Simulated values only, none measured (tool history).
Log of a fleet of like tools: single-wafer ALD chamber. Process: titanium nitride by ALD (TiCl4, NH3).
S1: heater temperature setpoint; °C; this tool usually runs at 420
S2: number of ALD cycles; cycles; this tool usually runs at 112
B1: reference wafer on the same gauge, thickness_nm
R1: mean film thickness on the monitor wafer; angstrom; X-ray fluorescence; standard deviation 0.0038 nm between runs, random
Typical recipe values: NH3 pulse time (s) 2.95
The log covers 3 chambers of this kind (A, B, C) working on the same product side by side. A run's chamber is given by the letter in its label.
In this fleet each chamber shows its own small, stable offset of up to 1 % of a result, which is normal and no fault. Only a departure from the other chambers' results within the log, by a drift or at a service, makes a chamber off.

Run 1C, hour 7.7: usual settings; B1 2.0189. Result: R1 25.022 angstrom.
Run 2B, hour 18.7: usual settings; B1 2.0194. Result: R1 25.042 angstrom.
Run 3A, hour 29.4: usual settings; B1 2.0193. Result: R1 25.094 angstrom.
Run 4A, hour 37.6: usual settings; B1 2.0176. Result: R1 25.117 angstrom.
Run 5B, hour 44.4: usual settings; B1 2.0184. Result: R1 25.119 angstrom.
Run 6C, hour 55.8: usual settings; B1 2.0174. Result: R1 24.899 angstrom.
Run 7A, hour 60.8: usual settings; B1 2.0181. Result: R1 25.123 angstrom.
Run 8B, hour 69.6: usual settings; B1 2.0168. Result: R1 25.068 angstrom.
Run 9C, hour 76.7: usual settings; B1 2.0165. Result: R1 24.945 angstrom.
Run 10B, hour 87.5: usual settings; B1 2.0165. Result: R1 25.051 angstrom.
Run 11A, hour 92.5: usual settings; B1 2.0154. Result: R1 25.112 angstrom.
Run 12C, hour 103.0: usual settings; B1 2.0151. Result: R1 24.944 angstrom.
Run 13B, hour 109.5: usual settings; B1 2.0142. Result: R1 25.037 angstrom.
Run 14A, hour 119.5: usual settings; B1 2.0146. Result: R1 25.020 angstrom.
Run 15C, hour 127.4: usual settings but S1 434 °C, NH3 pulse time (s) 3.96; B1 2.0143. Result: R1 24.993 angstrom.
Run 16C, hour 138.0: usual settings but S1 434 °C, NH3 pulse time (s) 3.96; B1 2.0142. Result: R1 25.032 angstrom.
Run 17B, hour 145.3: usual settings but S1 434 °C, NH3 pulse time (s) 3.96; B1 2.0125. Result: R1 25.153 angstrom.
Run 18A, hour 151.3: usual settings; B1 2.0126. Result: R1 25.074 angstrom.
Run 19B, hour 159.3: usual settings; B1 2.0121. Result: R1 25.052 angstrom.
At hour 163.2: chamber A: thermocouple changed; heater temperature recalibrated.
Run 20C, hour 164.9: usual settings; B1 2.0116. Result: R1 24.917 angstrom.
Run 21A, hour 171.1: usual settings; B1 2.0119. Result: R1 25.026 angstrom.
Run 22B, hour 179.0: usual settings but S1 430 °C, S2 119 cycles; B1 2.0114. Result: R1 26.617 angstrom.
Run 23A, hour 189.7: usual settings but S1 430 °C, S2 119 cycles; B1 2.0109. Result: R1 26.613 angstrom.
Run 24C, hour 199.4: usual settings but S1 430 °C, S2 119 cycles; B1 2.0108. Result: R1 26.367 angstrom.
Run 25C, hour 210.2: usual settings; B1 2.0104. Result: R1 24.845 angstrom.
Run 26A, hour 217.0: usual settings; B1 2.0086. Result: R1 25.004 angstrom.
Run 27B, hour 223.9: usual settings; B1 2.0096. Result: R1 24.890 angstrom.
Run 28A, hour 230.0: usual settings; B1 2.0096. Result: R1 25.005 angstrom.
Run 29C, hour 239.4: usual settings; B1 2.0092. Result: R1 24.861 angstrom.
At hour 247.2: chamber C: thermocouple changed; heater temperature recalibrated.
Run 30B, hour 250.0: usual settings; B1 2.0072. Result: R1 24.950 angstrom.
Run 31C, hour 256.8: usual settings; B1 2.0078. Result: R1 24.825 angstrom.

Predict what each chamber gives when all 3 of them run the settings below next.
Run 32A, hour 264.9: usual settings but S2 103 cycles. Result: R1 ?.
Run 32B, hour 264.9: usual settings but S2 103 cycles. Result: R1 ?.
Run 32C, hour 264.9: usual settings but S2 103 cycles. Result: R1 ?.

run      R1
32A  22.984
32B  22.954
32C  22.799
